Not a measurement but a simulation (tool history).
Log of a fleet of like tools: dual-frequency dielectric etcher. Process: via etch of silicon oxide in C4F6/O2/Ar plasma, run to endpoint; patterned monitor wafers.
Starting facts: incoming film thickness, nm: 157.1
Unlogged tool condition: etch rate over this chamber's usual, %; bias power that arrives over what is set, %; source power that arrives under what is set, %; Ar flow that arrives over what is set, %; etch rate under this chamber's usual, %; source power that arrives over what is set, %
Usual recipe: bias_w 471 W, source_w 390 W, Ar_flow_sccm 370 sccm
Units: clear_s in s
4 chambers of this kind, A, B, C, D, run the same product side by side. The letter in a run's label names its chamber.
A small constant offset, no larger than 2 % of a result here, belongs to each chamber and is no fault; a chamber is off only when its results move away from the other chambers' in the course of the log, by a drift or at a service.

run	hour	bias_w	source_w	Ar_flow_sccm	hours since the last wet clean	hours since the last bias power generator calibration	hours since the last source power generator calibration	hours since the last Ar flow controller change	clear_s
# hour 2.9: chamber B: source power generator calibrated
1B	6.2	471	390	370	439.3	2106.3	3.4	920.5	36.630
2A	18.4	471	390	370	175.9	695.0	689.1	375.5	36.104
3D	29.8	471	390	370	422.0	2522.2	746.3	869.0	36.309
4C	38.6	471	390	370	181.5	576.8	1742.7	1523.5	36.088
5C	47.2	471	390	370	190.1	585.4	1751.3	1532.1	36.055
6B	58.9	397	340	370	492.0	2159.0	56.1	973.2	41.210
7A	64.6	397	340	370	222.1	741.2	735.3	421.7	40.244
8D	74.2	397	340	370	466.4	2566.6	790.7	913.4	41.238
9A	82.1	397	340	370	239.6	758.7	752.8	439.2	40.631
# hour 85.8: chamber B: wet clean of the chamber
10C	89.9	471	390	370	232.8	628.1	1794.0	1574.8	35.860
11D	101.7	471	390	370	493.9	2594.1	818.2	940.9	36.671
# hour 104.3: chamber D: wet clean of the chamber
12B	112.6	471	390	370	26.8	2212.7	109.8	1026.9	36.730
# hour 116.0: chamber D: bias power generator calibrated
13B	120.9	471	390	370	35.1	2221.0	118.1	1035.2	36.478
14D	131.9	471	390	370	27.6	16.0	848.4	971.1	36.378
15C	142.4	471	390	370	285.3	680.6	1846.5	1627.3	36.108
16A	153.9	471	390	370	311.4	830.5	824.6	511.0	36.132
17D	161.5	471	390	370	57.2	45.6	878.0	1000.7	36.480
18B	170.0	471	390	370	84.2	2270.1	167.2	1084.3	36.819
19A	179.1	471	420	429	336.6	855.7	849.8	536.2	35.544
20C	187.9	471	420	429	330.8	726.1	1892.0	1672.8	35.622
21D	193.4	471	420	429	89.1	77.5	909.9	1032.6	35.931
22A	201.8	471	420	429	359.3	878.4	872.5	558.9	35.710
# hour 205.5: chamber C: wet clean of the chamber
23C	213.0	471	390	370	7.6	751.2	1917.1	1697.9	36.068
24B	223.6	471	390	370	137.8	2323.7	220.8	1137.9	36.934
25B	230.2	471	390	370	144.4	2330.3	227.4	1144.5	36.609
26D	239.1	433	390	370	134.8	123.2	955.6	1078.3	37.200
27C	250.2	433	390	370	44.8	788.4	1954.3	1735.1	37.089
28A	255.6	433	390	370	413.1	932.2	926.3	612.7	36.893
29A	267.6	433	390	370	425.1	944.2	938.3	624.7	36.891
30C	279.4	471	340	370	74.0	817.6	1983.5	1764.3	37.841
31D	285.3	471	340	370	181.0	169.4	1001.8	1124.5	38.359
32B	297.4	471	340	370	211.6	2397.5	294.6	1211.7	38.564
33C	307.1	471	340	370	101.7	845.3	2011.2	1792.0	37.789
34D	316.9	471	390	370	212.6	201.0	1033.4	1156.1	36.292
35B	324.8	471	390	370	239.0	2424.9	322.0	1239.1	37.024
36A	334.2	471	390	370	491.7	1010.8	1004.9	691.3	35.226
37C	341.7	471	390	370	136.3	879.9	2045.8	1826.6	36.074
38A	349.9	471	390	370	507.4	1026.5	1020.6	707.0	35.302
39B	356.4	471	340	370	270.6	2456.5	353.6	1270.7	38.754
40D	365.6	471	340	370	261.3	249.7	1082.1	1204.8	38.194

Predict what each chamber gives when all 4 of them run the settings below next.
41A	374.5	471	450	370					?
41B	374.5	471	450	370					?
41C	374.5	471	450	370					?
41D	374.5	471	450	370					?

run	clear_s
41A	33.309
41B	34.768
41C	34.193
41D	34.568

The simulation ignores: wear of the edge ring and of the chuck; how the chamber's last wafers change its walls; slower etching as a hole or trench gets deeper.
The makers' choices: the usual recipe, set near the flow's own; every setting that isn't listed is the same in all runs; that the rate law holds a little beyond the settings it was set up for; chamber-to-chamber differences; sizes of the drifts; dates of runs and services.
